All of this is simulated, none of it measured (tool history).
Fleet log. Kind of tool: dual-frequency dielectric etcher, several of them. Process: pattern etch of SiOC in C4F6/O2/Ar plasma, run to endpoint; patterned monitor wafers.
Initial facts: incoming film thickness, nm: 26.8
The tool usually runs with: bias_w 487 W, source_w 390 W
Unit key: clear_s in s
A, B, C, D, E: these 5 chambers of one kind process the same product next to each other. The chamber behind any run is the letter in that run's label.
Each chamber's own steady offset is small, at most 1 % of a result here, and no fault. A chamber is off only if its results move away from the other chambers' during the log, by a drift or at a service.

run    day  bias_w  source_w  hours since the last wet clean  hours since the last bias power generator calibration  hours since the last source power generator calibration  clear_s
 1C  0.121     487       390                           283.7                                                 2529.2                                                   2945.4   9.1757
 2B  0.275     487       390                           306.9                                                  971.2                                                   1741.4   9.2577
 3A  0.479     487       390                            84.7                                                 1633.3                                                    655.7   9.1983
 4D  0.588     487       390                           426.6                                                  240.5                                                    970.3   9.2194
 5E  0.738     596       390                           202.5                                                 1242.6                                                     56.9   8.4733
 6D  0.858     596       390                           433.1                                                    247                                                    976.8   8.6313
 7A  1.058     596       390                            98.6                                                 1647.2                                                    669.6   8.4748
 8B  1.262     596       390                           330.6                                                  994.9                                                   1765.1    8.586
 9C  1.383     596       390                             314                                                 2559.5                                                   2975.7   8.4365
10E  1.575     487       390                           222.6                                                 1262.7                                                       77   9.1366
11E  1.742     487       390                           226.6                                                 1266.7                                                       81   9.2131
12B  1.904     487       390                             346                                                 1010.3                                                   1780.5   9.2354
13A  2.017     487       390                           121.6                                                 1670.2                                                    692.6   9.2308
14C    2.2     427       390                           333.6                                                 2579.1                                                   2995.3   9.5371
15D  2.321     427       390                           468.2                                                  282.1                                                   1011.9   9.6904
16B  2.471     427       390                           359.6                                                 1023.9                                                   1794.1   9.7107
17C  2.583     427       390                           342.8                                                 2588.3                                                   3004.5   9.6021
18D  2.775     427       390                           479.1                                                    293                                                   1022.8   9.6679
19E  2.925     487       390                             255                                                 1295.1                                                    109.4   9.1618
20A  3.033     487       390                             146                                                 1694.6                                                      717   9.1988
21B  3.212     487       390                           377.4                                                 1041.7                                                   1811.9   9.2512
22E  3.367     487       390                           265.6                                                 1305.7                                                      120   9.1816
23C  3.588     487       390                           366.9                                                 2612.4                                                   3028.6   9.1368
24A  3.754     487       480                           163.3                                                 1711.9                                                    734.3   8.5572
     3.925  -- chamber D: wet clean of the chamber
25D  3.967     487       480                             1.1                                                  321.6                                                   1051.4   8.8301
26C  4.088     487       480                           378.9                                                 2624.4                                                   3040.6   8.4337
27D  4.254     487       480                               8                                                  328.5                                                   1058.3   8.8181
28E  4.421     487       480                           290.9                                                   1331                                                    145.3   8.5299
29A  4.588     487       390                           183.3                                                 1731.9                                                    754.3    9.201
30B  4.742     487       390                           414.1                                                 1078.4                                                   1848.6    9.233
31C  4.846     487       390                           397.1                                                 2642.6                                                   3058.8   9.1438
32D  5.004     487       390                              26                                                  346.5                                                   1076.3   9.5094
33E  5.225     487       390                           310.2                                                 1350.3                                                    164.6    9.104
34A  5.342     487       390                           201.4                                                   1750                                                    772.4   9.2058
35B  5.521     487       390                           432.8                                                 1097.1                                                   1867.3   9.3169
36D  5.717     436       420                            43.1                                                  363.6                                                   1093.4   9.6796
37C  5.904     436       420                           422.5                                                   2668                                                   3084.2   9.3178
38A  6.083     436       420                           219.2                                                 1767.8                                                    790.2   9.2438

Does one chamber stand apart from the rest, does the shared gauge drift, or is all well apart from small per-chamber offsets? Give the chamber and the most likely cause, where there is one.

The work done on chamber D during a service left it standing apart from the others.
Likeliest cause: etch rate under this chamber's usual, % = 3.31.

Below are 4 candidate recipes for chamber D's next run, each the usual settings with a change, their results shown as question marks. Which of them brings D's results back in line with what the other chambers give on the usual settings?
Counts as in line when no further than this from what the other chambers average on the usual settings: clear_s 0.14 s
39D-1  6.25     487       320                                                                                                                                                        ?
39D-2  6.25     531       430                                                                                                                                                        ?
39D-3  6.25     512       410                                                                                                                                                        ?
39D-4  6.25     436       390                                                                                                                                                        ?

The other chambers' mean on the usual settings: clear_s 9.1976 s
  run  clear_s
39D-1   10.303
39D-2    8.928
39D-3   9.2141
39D-4   9.9684
With 39D-3, the chamber falls back in line with the rest.

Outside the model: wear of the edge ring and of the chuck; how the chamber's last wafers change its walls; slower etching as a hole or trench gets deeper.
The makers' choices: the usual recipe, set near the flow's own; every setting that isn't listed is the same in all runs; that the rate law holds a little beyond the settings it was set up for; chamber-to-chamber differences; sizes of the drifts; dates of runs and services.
